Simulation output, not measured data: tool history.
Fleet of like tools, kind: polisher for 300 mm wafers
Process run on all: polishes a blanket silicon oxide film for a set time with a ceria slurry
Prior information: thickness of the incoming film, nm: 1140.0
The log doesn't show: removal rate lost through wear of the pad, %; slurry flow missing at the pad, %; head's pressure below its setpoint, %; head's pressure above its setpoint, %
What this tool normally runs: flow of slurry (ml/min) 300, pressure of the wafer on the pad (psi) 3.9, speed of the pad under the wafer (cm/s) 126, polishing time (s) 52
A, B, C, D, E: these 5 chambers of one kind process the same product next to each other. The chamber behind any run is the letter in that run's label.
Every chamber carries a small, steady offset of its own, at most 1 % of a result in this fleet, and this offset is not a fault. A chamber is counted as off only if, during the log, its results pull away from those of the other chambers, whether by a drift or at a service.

run	day	flow of slurry (ml/min)	pressure of the wafer on the pad (psi)	speed of the pad under the wafer (cm/s)	polishing time (s)	wafers polished on this pad	hours since the slurry nozzle was cleaned	hours since the head pressure was calibrated	film removed (angstrom)
# day 0.004: chamber A: worn pad replaced by a new one
# day 0.167: chamber B: worn pad replaced by a new one
1D	0.267	300	3.9	126	52	319	563.4	75.8	3809.2
2C	0.667	300	3.9	126	52	678	75.3	330.7	3821.5
3A	1.017	300	3.9	126	52	278	710.5	248.1	3684.8
# day 1.288: chamber E: slurry nozzle cleaned
4E	1.454	300	3.9	126	52	874	4.1	484.3	3806.2
# day 1.554: chamber E: worn pad replaced by a new one
# day 1.604: chamber C: worn pad replaced by a new one
# day 1.738: chamber D: worn pad replaced by a new one
5B	1.917	385	3.9	126	52	479	83.9	609.2	3873.6
6E	2.35	385	3.9	126	52	218	25.6	505.8	3892.7
7D	2.608	385	3.9	126	52	239	619.6	132	3896.2
# day 2.9: chamber A: worn pad replaced by a new one
8A	3.125	385	3.9	126	52	62	761.1	298.7	3965.8
# day 3.279: chamber B: worn pad replaced by a new one
9B	3.658	385	3.9	126	52	104	125.7	651	3781.1
10C	4.012	300	3.9	126	52	661	155.6	411	3719.4
11B	4.288	300	3.9	126	52	276	140.8	666.1	3787.1
# day 4.317: chamber C: worn pad replaced by a new one
# day 4.492: chamber D: worn pad replaced by a new one
# day 4.679: chamber E: worn pad replaced by a new one
12D	4.733	300	3.9	126	52	67	670.6	183	3832
13C	5.088	300	3.9	126	52	212	181.4	436.8	3827.6
14E	5.329	300	3.9	126	52	178	97.1	577.3	3790.6
15A	5.842	300	3.9	126	52	806	826.3	363.9	3793.3
# day 5.933: chamber B: worn pad replaced by a new one
# day 5.971: chamber A: worn pad replaced by a new one
16B	6.233	300	3.9	126	52	82	187.5	712.8	3851.7
17C	6.5	300	3.9	126	52	599	215.3	470.7	3902
18D	6.808	300	3.9	126	52	636	720.4	232.8	3771.8
# day 6.946: chamber C: worn pad replaced by a new one
# day 7: chamber A: head pressure recalibrated
19E	7.271	300	3.9	126	52	710	143.7	623.9	3870.3
# day 7.421: chamber D: slurry nozzle cleaned
20A	7.633	300	3.9	126	52	455	869.3	15.3	3498.4
# day 7.654: chamber D: worn pad replaced by a new one
# day 7.775: chamber E: worn pad replaced by a new one
21A	8.017	300	3.9	126	52	560	878.5	24.5	3535.6
22D	8.388	300	3.9	126	52	202	23.3	270.7	3861.1
# day 8.688: chamber A: worn pad replaced by a new one
23C	8.85	300	3.9	126	52	522	271.7	527.1	3844.5
# day 9.142: chamber B: worn pad replaced by a new one
24B	9.142	300	3.9	126	52	1	257.3	782.6	3740.1
# day 9.342: chamber B: head pressure recalibrated
25E	9.483	300	3.9	102	52	468	196.8	677	3042.7
# day 9.629: chamber C: worn pad replaced by a new one
26D	9.738	300	3.9	102	52	572	55.7	303.1	3124.6
27B	9.992	300	3.9	102	52	234	277.7	15.7	3102.1
# day 10.121: chamber D: worn pad replaced by a new one
28C	10.508	300	3.9	102	52	241	311.5	566.9	3027.9
# day 10.525: chamber E: worn pad replaced by a new one
# day 10.642: chamber A: slurry nozzle cleaned
29E	10.917	300	3.9	102	52	107	231.2	711.4	3084.1
30A	11.346	300	3.9	126	52	729	16.9	104.4	3609
31B	11.583	300	3.9	126	52	670	315.9	53.9	3756.1
# day 11.821: chamber A: worn pad replaced by a new one
32A	11.908	300	3.9	126	52	24	30.4	117.9	3482.5
# day 12.017: chamber B: worn pad replaced by a new one
33D	12.292	300	3.9	126	52	595	117	364.4	3868.8
34C	12.775	300	3.9	126	52	862	365.9	621.3	3799.2
35E	13.058	300	3.9	126	52	694	282.6	762.8	3831.7
# day 13.125: chamber C: worn pad replaced by a new one
36B	13.583	300	3.9	126	52	430	363.9	101.9	3845.7
37C	13.975	300	3.9	92	52	233	394.7	650.1	2871.4

Has any chamber moved away from the others, gradually or after a service, or does the common gauge drift, or do the chambers differ only by their own small steady offsets? State the chamber and the most likely cause if one applies.

A service on chamber A put it out of line with the rest.
Likeliest cause: head's pressure below its setpoint, % = 6.84.

Here are 4 candidates for chamber A's next run, each the usual settings with a change, their results left as question marks. Which one brings its results back in line with what the others give on the usual settings?
A result is in line if it is within this distance of the other chambers' mean on the usual settings: film removed (angstrom) 170
38A-1	14.362	300	3.9	122	50				?
38A-2	14.362	300	3.6	118	52				?
38A-3	14.362	300	3.9	134	52				?
38A-4	14.362	300	4.1	132	54				?

Usual-settings mean across the other chambers: film removed (angstrom) 3806.4
run	film removed (angstrom)
38A-1	3306.5
38A-2	3067.7
38A-3	3782.3
38A-4	4067.3
The right change is 38A-3: it brings the chamber back within the allowed miss of the others.
